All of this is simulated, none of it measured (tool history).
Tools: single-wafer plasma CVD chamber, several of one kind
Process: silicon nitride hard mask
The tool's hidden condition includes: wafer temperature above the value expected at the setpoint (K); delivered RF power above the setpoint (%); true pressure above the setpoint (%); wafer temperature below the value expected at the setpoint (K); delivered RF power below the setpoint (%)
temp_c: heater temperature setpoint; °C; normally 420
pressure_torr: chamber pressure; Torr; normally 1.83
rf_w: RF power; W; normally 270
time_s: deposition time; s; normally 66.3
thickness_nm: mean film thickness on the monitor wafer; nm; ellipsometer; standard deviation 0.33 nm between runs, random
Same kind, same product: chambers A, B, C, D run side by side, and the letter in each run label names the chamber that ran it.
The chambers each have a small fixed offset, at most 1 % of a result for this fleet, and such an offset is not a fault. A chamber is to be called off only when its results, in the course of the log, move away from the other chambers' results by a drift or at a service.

run	hour	temp_c	pressure_torr	rf_w	time_s	hours since the last thermocouple change	hours since the last RF generator calibration	hours since the last manometer calibration	read-back reference wafer on the same gauge, thickness_nm	thickness_nm
1D	11.9	420	1.83	270	66.3	368.2	971.3	1534.8	87.147	72.92
2B	21.5	420	1.83	270	66.3	619.3	579.7	1153.9	87.22	73.715
3C	34.7	420	1.83	270	66.3	495.9	981.3	1001.9	87.278	73.217
4A	44.6	420	1.83	270	66.3	949.5	270.1	714.5	87.155	73.897
5D	51.7	420	2.27	245	66.3	408	1011.1	1574.6	87.253	71.857
6B	60.7	420	2.27	245	66.3	658.5	618.9	1193.1	87.196	72.926
7A	70.6	420	2.27	245	66.3	975.5	296.1	740.5	87.17	72.495
8C	77.9	420	2.27	245	66.3	539.1	1024.5	1045.1	87.18	72.164
9B	89.2	420	1.83	270	66.3	687	647.4	1221.6	87.273	73.317
10D	98.4	420	1.83	270	66.3	454.7	1057.8	1621.3	87.157	73.088
11A	107.5	420	1.98	270	66.3	1012.4	333	777.4	87.275	75.909
12C	117.3	420	1.98	270	66.3	578.5	1063.9	1084.5	87.126	74.796
13D	123.5	420	1.98	270	66.3	479.8	1082.9	1646.4	87.174	75.333
14B	134.7	420	1.98	270	66.3	732.5	692.9	1267.1	87.321	75.33
15C	144.9	420	1.83	270	66.3	606.1	1091.5	1112.1	87.235	72.898
16A	156.3	420	1.83	270	66.3	1061.2	381.8	826.2	87.143	73.417
# hour 160.2: chamber B: capacitance manometer re-zeroed and calibrated
17A	167.9	420	1.83	270	66.3	1072.8	393.4	837.8	87.216	72.957
18C	173.6	420	1.83	270	66.3	634.8	1120.2	1140.8	87.192	72.869
19D	183.7	420	1.83	270	66.3	540	1143.1	1706.6	87.134	72.958
# hour 189.2: chamber D: RF generator calibrated
20B	192.7	411	2.05	270	66.3	790.5	750.9	32.5	87.175	75.276
21B	204.4	411	2.05	270	66.3	802.2	762.6	44.2	87.229	75.63
22D	216.7	411	2.05	270	66.3	573	27.5	1739.6	87.251	75.131
23C	225.4	411	2.05	270	66.3	686.6	1172	1192.6	87.327	75.89
24A	235.6	412	1.83	305	66.3	1140.5	461.1	905.5	87.353	80
25B	242.9	412	1.83	305	66.3	840.7	801.1	82.7	87.127	79.266
26C	254.9	412	1.83	305	66.3	716.1	1201.5	1222.1	87.191	79.145
27D	267.2	412	1.83	305	66.3	623.5	78	1790.1	87.162	79.961
28A	276.7	420	1.83	270	66.3	1181.6	502.2	946.6	87.224	73.691
29B	286.5	420	1.83	270	66.3	884.3	844.7	126.3	87.187	71.901
30A	294.3	420	1.83	270	66.3	1199.2	519.8	964.2	87.157	73.332
31D	301.4	420	1.83	270	66.3	657.7	112.2	1824.3	87.142	72.847
# hour 304.4: chamber B: thermocouple changed; heater temperature recalibrated
32C	307.8	420	1.83	270	66.3	769	1254.4	1275	87.195	72.623
# hour 312.7: chamber D: capacitance manometer re-zeroed and calibrated
33D	314.4	420	1.83	270	66.3	670.7	125.2	1.8	87.185	72.526
34B	320.9	420	1.83	270	66.3	16.5	879.1	160.7	87.202	71.659
35C	329.8	429	1.83	270	66.3	791	1276.4	1297	87.208	71.948
36A	341.6	429	1.83	270	66.3	1246.5	567.1	1011.5	87.211	73.061
37A	353.8	429	1.83	270	66.3	1258.7	579.3	1023.7	87.192	73.339
38C	361.8	429	1.83	270	66.3	823	1308.4	1329	87.205	72.577
39B	373.5	407	1.83	270	57.6	69.1	931.7	213.3	87.154	62.18

Has any chamber moved away from the others, gradually or after a service, or does the common gauge drift, or do the chambers differ only by their own small steady offsets? State the chamber and the most likely cause if one applies.

Little by little, chamber B moves away from the other chambers.
Cause: delivered RF power below the setpoint (%) = 4.96.

Chamber B could run next with any of the 4 candidate recipes listed below; each alters the usual settings, and their results appear as question marks. Which one brings its results back in line with what the other chambers deliver on the usual settings?
Allowed miss from the other chambers' usual-settings mean, per result, to count as in line: thickness_nm 1.1 nm
40B-1	382.9	420	1.83	250	66.3					?
40B-2	382.9	420	1.83	295	66.3					?
40B-3	382.9	420	1.63	270	66.3					?
40B-4	382.9	420	1.84	275	67.6					?

Usual-settings mean across the other chambers: thickness_nm 73.229 nm
run	thickness_nm
40B-1	67.408
40B-2	75.41
40B-3	68.829
40B-4	73.449
40B-4 puts the chamber back in line with the other chambers.

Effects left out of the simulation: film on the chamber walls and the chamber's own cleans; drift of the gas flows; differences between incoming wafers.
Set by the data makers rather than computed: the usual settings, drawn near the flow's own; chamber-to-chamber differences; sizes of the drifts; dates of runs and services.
